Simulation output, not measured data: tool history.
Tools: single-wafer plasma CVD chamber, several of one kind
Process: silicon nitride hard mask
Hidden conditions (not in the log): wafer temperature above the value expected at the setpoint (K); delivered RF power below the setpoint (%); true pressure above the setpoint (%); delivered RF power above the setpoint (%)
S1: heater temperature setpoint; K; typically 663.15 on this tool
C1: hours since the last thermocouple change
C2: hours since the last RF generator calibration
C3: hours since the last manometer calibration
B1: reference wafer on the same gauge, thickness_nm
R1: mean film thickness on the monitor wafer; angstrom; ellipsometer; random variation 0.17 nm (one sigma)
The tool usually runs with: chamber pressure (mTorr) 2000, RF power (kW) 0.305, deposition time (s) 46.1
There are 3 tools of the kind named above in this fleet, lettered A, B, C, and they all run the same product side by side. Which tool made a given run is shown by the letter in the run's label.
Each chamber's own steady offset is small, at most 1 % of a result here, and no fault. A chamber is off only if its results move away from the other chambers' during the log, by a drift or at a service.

Run 1A, hour 5.6: usual settings; C1 1346.3; C2 1410.7; C3 357; B1 63.979. Result: R1 572.47 angstrom.
Run 2B, hour 10.2: usual settings; C1 766.2; C2 1090.7; C3 501; B1 64.045. Result: R1 573.77 angstrom.
Run 3C, hour 13.1: usual settings; C1 849.8; C2 493; C3 136.1; B1 63.955. Result: R1 572.97 angstrom.
Run 4B, hour 17: usual settings; C1 773; C2 1097.5; C3 507.8; B1 64.051. Result: R1 576.75 angstrom.
Run 5A, hour 22.5: usual settings; C1 1363.2; C2 1427.6; C3 373.9; B1 64.012. Result: R1 574.46 angstrom.
Run 6C, hour 25.4: usual settings; C1 862.1; C2 505.3; C3 148.4; B1 64.077. Result: R1 574.23 angstrom.
Run 7A, hour 30.8: usual settings; C1 1371.5; C2 1435.9; C3 382.2; B1 63.978. Result: R1 578.2 angstrom.
Run 8B, hour 34.2: usual settings; C1 790.2; C2 1114.7; C3 525; B1 63.965. Result: R1 573.82 angstrom.
Run 9C, hour 38.5: usual settings but chamber pressure (mTorr) 1720, deposition time (s) 41.5; C1 875.2; C2 518.4; C3 161.5; B1 64.033. Result: R1 492.88 angstrom.
Run 10A, hour 41.3: usual settings but chamber pressure (mTorr) 1720, deposition time (s) 41.5; C1 1382; C2 1446.4; C3 392.7; B1 64.038. Result: R1 496.66 angstrom.
Run 11C, hour 44.8: usual settings but chamber pressure (mTorr) 1720, deposition time (s) 41.5; C1 881.5; C2 524.7; C3 167.8; B1 64.014. Result: R1 491.83 angstrom.
Run 12B, hour 47.4: usual settings; C1 803.4; C2 1127.9; C3 538.2; B1 63.964. Result: R1 576.94 angstrom.
Run 13A, hour 50.2: usual settings; C1 1390.9; C2 1455.3; C3 401.6; B1 63.982. Result: R1 572.74 angstrom.
Run 14C, hour 53.4: usual settings; C1 890.1; C2 533.3; C3 176.4; B1 64.031. Result: R1 573.54 angstrom.
Run 15B, hour 56.9: usual settings; C1 812.9; C2 1137.4; C3 547.7; B1 63.998. Result: R1 574.37 angstrom.
Run 16A, hour 59.9: usual settings; C1 1400.6; C2 1465; C3 411.3; B1 63.965. Result: R1 571.37 angstrom.
Run 17B, hour 64.2: usual settings but deposition time (s) 50.3; C1 820.2; C2 1144.7; C3 555; B1 64. Result: R1 629.57 angstrom.
Run 18C, hour 68.2: usual settings but deposition time (s) 50.3; C1 904.9; C2 548.1; C3 191.2; B1 63.948. Result: R1 621.34 angstrom.
Run 19A, hour 73.6: usual settings but deposition time (s) 50.3; C1 1414.3; C2 1478.7; C3 425; B1 63.997. Result: R1 617.03 angstrom.
Run 20C, hour 78.6: usual settings; C1 915.3; C2 558.5; C3 201.6; B1 64.029. Result: R1 569.55 angstrom.
Run 21B, hour 83.9: usual settings; C1 839.9; C2 1164.4; C3 574.7; B1 64.038. Result: R1 574.67 angstrom.
Run 22A, hour 89.3: usual settings; C1 1430; C2 1494.4; C3 440.7; B1 63.989. Result: R1 560.09 angstrom.
Run 23B, hour 92.4: usual settings; C1 848.4; C2 1172.9; C3 583.2; B1 64.019. Result: R1 576.01 angstrom.
Run 24C, hour 98: usual settings; C1 934.7; C2 577.9; C3 221; B1 64.045. Result: R1 573.22 angstrom.
Run 25B, hour 102.4: usual settings; C1 858.4; C2 1182.9; C3 593.2; B1 64.021. Result: R1 576.26 angstrom.
Run 26C, hour 105.5: usual settings; C1 942.2; C2 585.4; C3 228.5; B1 63.98. Result: R1 572.29 angstrom.
Run 27A, hour 109.9: usual settings; C1 1450.6; C2 1515; C3 461.3; B1 63.974. Result: R1 554.44 angstrom.
Run 28C, hour 112.6: usual settings; C1 949.3; C2 592.5; C3 235.6; B1 63.987. Result: R1 575.07 angstrom.

Next, every chamber runs the same settings. What will each give?
Run 29A, hour 116.6: usual settings but RF power (kW) 0.33. Result: R1 ?.
Run 29B, hour 116.6: usual settings but RF power (kW) 0.33. Result: R1 ?.
Run 29C, hour 116.6: usual settings but RF power (kW) 0.33. Result: R1 ?.

run      R1
29A  582.97
29B  607.74
29C  606.33
